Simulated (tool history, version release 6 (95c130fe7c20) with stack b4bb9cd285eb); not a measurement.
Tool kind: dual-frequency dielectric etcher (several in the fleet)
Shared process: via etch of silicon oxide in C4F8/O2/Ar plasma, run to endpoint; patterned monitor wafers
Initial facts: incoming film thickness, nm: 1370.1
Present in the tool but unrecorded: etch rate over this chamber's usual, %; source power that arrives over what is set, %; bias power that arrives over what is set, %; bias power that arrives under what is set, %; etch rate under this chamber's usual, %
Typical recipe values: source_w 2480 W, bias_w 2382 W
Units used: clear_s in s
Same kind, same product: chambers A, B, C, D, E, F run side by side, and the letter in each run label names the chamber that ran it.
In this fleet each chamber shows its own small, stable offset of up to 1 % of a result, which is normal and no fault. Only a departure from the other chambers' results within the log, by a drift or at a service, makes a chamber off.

run    day  source_w  bias_w  hours since the last wet clean  hours since the last source power generator calibration  hours since the last bias power generator calibration  clear_s
 1B  0.204      2480    2382                           504.5                                                    600.6                                                  593.6   236.65
 2A  0.375      2480    2382                           291.4                                                   1666.6                                                  584.9   236.66
 3D  0.604      2480    2382                           307.7                                                   3881.8                                                 1440.1   236.75
 4F  0.812      2480    2382                           166.6                                                   2327.6                                                 3695.7   238.34
 5E  0.946      2480    2382                           288.4                                                     86.2                                                  337.5   235.35
 6C  1.146      2480    2382                           226.9                                                    344.5                                                  428.8   235.42
 7E  1.317      2480    2579                           297.3                                                     95.1                                                  346.4   230.47
 8B  1.454      2480    2579                           534.5                                                    630.6                                                  623.6   229.87
 9A  1.596      2480    2579                           320.7                                                   1695.9                                                  614.2   230.81
     1.733  -- chamber B: wet clean of the chamber
10F  1.754      2480    2579                           189.2                                                   2350.2                                                 3718.3   229.29
11C  1.917      2480    2579                           245.4                                                    363.0                                                  447.3   232.75
12D  2.067      2480    2579                           342.8                                                   3916.9                                                 1475.2   230.91
13A  2.288      2790    2823                           337.3                                                   1712.5                                                  630.8   217.36
14E  2.442      2790    2823                           324.3                                                    122.1                                                  373.4   215.51
15C  2.558      2790    2823                           260.8                                                    378.4                                                  462.7   214.59
16D  2.746      2790    2823                           359.1                                                   3933.2                                                 1491.5   212.31
17B  2.983      2790    2823                            30.0                                                    667.3                                                  660.3   214.78
18F  3.133      2790    2823                           222.3                                                   2383.3                                                 3751.4   215.40
19E  3.392      2480    2382                           347.1                                                    144.9                                                  396.2   235.85
20C  3.546      2190    2932                           284.5                                                    402.1                                                  486.4   233.65
21F  3.758      2190    2932                           237.3                                                   2398.3                                                 3766.4   232.94
22B  3.967      2190    2932                            53.6                                                    690.9                                                  683.9   232.16
23A  4.212      2190    2932                           383.5                                                   1758.7                                                  677.0   235.34
24D  4.454      2190    2932                           400.1                                                   3974.2                                                 1532.5   230.87
25E  4.583      2190    2932                           375.7                                                    173.5                                                  424.8   233.00
26D  4.812      2480    2382                           408.7                                                   3982.8                                                 1541.1   232.50
27B  4.992      2480    2382                            78.2                                                    715.5                                                  708.5   236.79
28A  5.146      2480    2382                           405.9                                                   1781.1                                                  699.4   238.06
29F  5.304      2810    2772                           274.4                                                   2435.4                                                 3803.5   210.46
30C  5.517      2810    2772                           331.8                                                    449.4                                                  533.7   213.77
31D  5.679      2810    2772                           429.5                                                   4003.6                                                 1561.9   211.40
32A  5.929      2810    2772                           424.7                                                   1799.9                                                  718.2   215.99
33B  6.050      2810    2772                           103.6                                                    740.9                                                  733.9   213.95
34E  6.292      2810    2772                           416.7                                                    214.5                                                  465.8   214.53
35F  6.533      2480    2382                           303.9                                                   2464.9                                                 3833.0   229.52
36C  6.712      2290    2382                           360.5                                                    478.1                                                  562.4   244.20
37B  6.967      2290    2382                           125.6                                                    762.9                                                  755.9   241.64
38F  7.079      2290    2382                           317.0                                                   2478.0                                                 3846.1   235.56
39A  7.338      2290    2382                           458.5                                                   1833.7                                                  752.0   244.56

One chamber off, gauge drift, or nothing amiss beyond the chambers' own small offsets? If it is a chamber, which one, and what is the likeliest cause?

Little by little, chamber F moves away from the other chambers.
What lies behind it: etch rate over this chamber's usual, % = 4.24.

Which of the 4 candidates below, each the usual settings with something changed and its results left as question marks, puts chamber F back in line with what the other chambers give on the usual settings?
Maximum distance from the other chambers' mean on the usual settings for a result to count as in line: clear_s 4.20 s
40F-1  7.521      2480    1806                                                                                                                                                        ?
40F-2  7.521      2720    2382                                                                                                                                                        ?
40F-3  7.521      2480    3103                                                                                                                                                        ?
40F-4  7.521      2240    2382                                                                                                                                                        ?

On the usual settings, the other chambers give on average: clear_s 236.27 s
  run  clear_s
40F-1   245.93
40F-2   219.43
40F-3   210.45
40F-4   237.03
40F-4 brings the chamber back in line.
